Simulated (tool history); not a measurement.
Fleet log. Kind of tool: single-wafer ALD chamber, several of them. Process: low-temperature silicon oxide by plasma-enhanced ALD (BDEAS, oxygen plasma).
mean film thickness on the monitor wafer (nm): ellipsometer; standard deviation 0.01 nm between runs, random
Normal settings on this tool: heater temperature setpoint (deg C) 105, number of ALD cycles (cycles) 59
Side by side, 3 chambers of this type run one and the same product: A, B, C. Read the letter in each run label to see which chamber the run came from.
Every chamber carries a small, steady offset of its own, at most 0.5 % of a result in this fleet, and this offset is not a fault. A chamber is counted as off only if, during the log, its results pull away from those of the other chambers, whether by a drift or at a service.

run   hour  heater temperature setpoint (deg C)  number of ALD cycles (cycles)  hours since the last thermocouple change  read-back reference wafer on the same gauge, thickness_nm  mean film thickness on the monitor wafer (nm)
 1B    4.4                                  105                             59                                     636.2                                                     9.7733                                         8.3362
 2C   10.5                                  105                             59                                     460.1                                                     9.7731                                         8.3454
 3A   15.9                                  105                             59                                    1352.1                                                     9.7781                                         8.3472
 4A   23.2                                  105                             59                                    1359.4                                                     9.7776                                         8.3373
 5C   31.3                                  105                             59                                     480.9                                                     9.7818                                           8.35
 6B   38.5                                  105                             59                                     670.3                                                     9.7859                                         8.3513
 7A   42.6                                  105                             59                                    1378.8                                                     9.7836                                         8.3388
 8C   50.6                                  105                             59                                     500.2                                                     9.7914                                          8.347
 9B   58.8                                  105                             59                                     690.6                                                     9.7914                                         8.3669
10C   67.1                                  117                             64                                     516.7                                                     9.7975                                         8.8867
11A     71                                  117                             64                                    1407.2                                                     9.7994                                         8.8656
12B   76.5                                  117                             64                                     708.3                                                     9.7971                                         8.8828
13B   84.8                                  112                             65                                     716.6                                                     9.8025                                         9.1042
14A     91                                  112                             65                                    1427.2                                                     9.8039                                         9.0946
15C   97.5                                  112                             65                                     547.1                                                     9.8052                                         9.0997
16B  105.9                                  105                             59                                     737.7                                                     9.8124                                         8.3784
17A  113.9                                  117                             59                                    1450.1                                                     9.8131                                         8.1955
18C  118.6                                  117                             59                                     568.2                                                     9.8139                                         8.1833
19C  123.6                                  117                             59                                     573.2                                                     9.8135                                         8.2082
20B  129.3                                  105                             59                                     761.1                                                     9.8202                                         8.3886

One chamber off, gauge drift, or nothing amiss beyond the chambers' own small offsets? If it is a chamber, which one, and what is the likeliest cause?

The gauge drifts, so all chambers seem to drift together. No chamber is off.
Likeliest cause: gauge reads high (%) = 0.512.
